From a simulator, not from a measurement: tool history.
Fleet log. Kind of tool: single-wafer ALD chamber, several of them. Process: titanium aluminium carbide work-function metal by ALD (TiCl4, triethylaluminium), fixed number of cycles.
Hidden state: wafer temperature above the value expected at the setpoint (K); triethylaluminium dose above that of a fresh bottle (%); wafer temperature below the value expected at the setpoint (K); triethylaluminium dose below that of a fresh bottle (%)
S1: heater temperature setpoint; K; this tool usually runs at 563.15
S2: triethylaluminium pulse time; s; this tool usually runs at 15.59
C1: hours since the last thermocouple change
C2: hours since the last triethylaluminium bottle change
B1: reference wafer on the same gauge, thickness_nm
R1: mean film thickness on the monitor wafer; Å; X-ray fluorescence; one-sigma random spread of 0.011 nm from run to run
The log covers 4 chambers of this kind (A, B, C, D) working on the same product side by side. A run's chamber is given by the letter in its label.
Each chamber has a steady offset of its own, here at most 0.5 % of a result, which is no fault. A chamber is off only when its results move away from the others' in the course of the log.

run   hour      S1     S2      C1      C2      B1      R1
 1D    7.9  563.15  15.59   975.6    22.2  2.2324  19.754
 2B   15.1  563.15  15.59   669.6   750.2  2.2297  19.676
 3A   25.6  563.15  15.59   739.8   325.4  2.2262  19.956
 4C   34.7  563.15  15.59   527.6   977.3  2.2295  19.729
 5C   41.2  563.15  15.59   534.1   983.8   2.233  19.544
 6B   49.4  563.15  15.59   703.9   784.5  2.2303  19.487
      54.3  -- chamber C: triethylaluminium bottle replaced
 7D   59.3  563.15  15.59    1027    73.6  2.2331   19.85
 8A   66.4  563.15  13.27   780.6   366.2  2.2316  19.734
 9C   71.7  563.15  13.27   564.6    17.5    2.23  19.455
10B   80.7  563.15  13.27   735.2   815.8  2.2282  19.465
11D   91.5  563.15  13.27  1059.2   105.8  2.2319  19.661
12A  101.7  563.15  15.59   815.9   401.5  2.2329  19.691
13C  107.5  563.15  15.59   600.4    53.3  2.2297  19.703
14B  116.4  563.15  15.59   770.9   851.5  2.2269  19.799
15A  122.4  563.15  15.59   836.6   422.2   2.231  19.869
16D  127.8  563.15  15.59  1095.5   142.1  2.2332  19.622
17B    135  563.15  15.59   789.5   870.1  2.2318  19.567
18C  145.5  563.15  15.59   638.4    91.3  2.2308  19.631
19D  156.4  563.15  15.59  1124.1   170.7  2.2316  19.809
20A  162.2  563.15  15.59   876.4     462  2.2336  19.829
21B  172.2  563.15  15.59   826.7   907.3  2.2319  19.648
22A  179.1  563.15  15.59   893.3   478.9  2.2316  19.829
23D  190.4  563.15  15.59  1158.1   204.7  2.2302  19.714
24C  196.2  563.15  15.59   689.1     142  2.2316  19.725
25C  205.9  563.15  15.59   698.8   151.7  2.2293  19.679
26A  211.6  563.15  15.59   925.8   511.4  2.2323  19.745
27B  222.8  563.15  15.59   877.3   957.9  2.2299  19.535
28D  231.4  563.15  15.59  1199.1   245.7  2.2326  19.786
29C  239.2  563.15  15.59   732.1     185  2.2285  19.778
30B  247.4  563.15  15.59   901.9   982.5  2.2281  19.557
31D  258.1  563.15  15.59  1225.8   272.4    2.23  19.635
32A  268.6  563.15  15.59   982.8   568.4  2.2306  19.734
33C  277.9  550.15  15.59   770.8   223.7  2.2292  18.481
34A  287.2  550.15  15.59  1001.4     587  2.2317  18.605
35B  297.1  550.15  15.59   951.6  1032.2  2.2307  18.388
36D  307.4  550.15  15.59  1275.1   321.7  2.2318  18.606
37A  318.4  572.15  18.46  1032.6   618.2   2.228  20.803
38D  326.3  572.15  18.46    1294   340.6  2.2309  20.575
39C    335  572.15  18.46   827.9   280.8  2.2304  20.318
40B    345  572.15  18.46   999.5  1080.1   2.231  20.287
41D  353.2  563.15  15.59  1320.9   367.5  2.2298  19.488

The same settings go to every chamber for the next run, one line per chamber below. Forecast the results for each:
42A  361.4  563.15  15.59               ?
42B  361.4  563.15  15.59               ?
42C  361.4  563.15  15.59               ?
42D  361.4  563.15  15.59               ?

run      R1
42A  19.759
42B   19.73
42C  19.585
42D  19.822
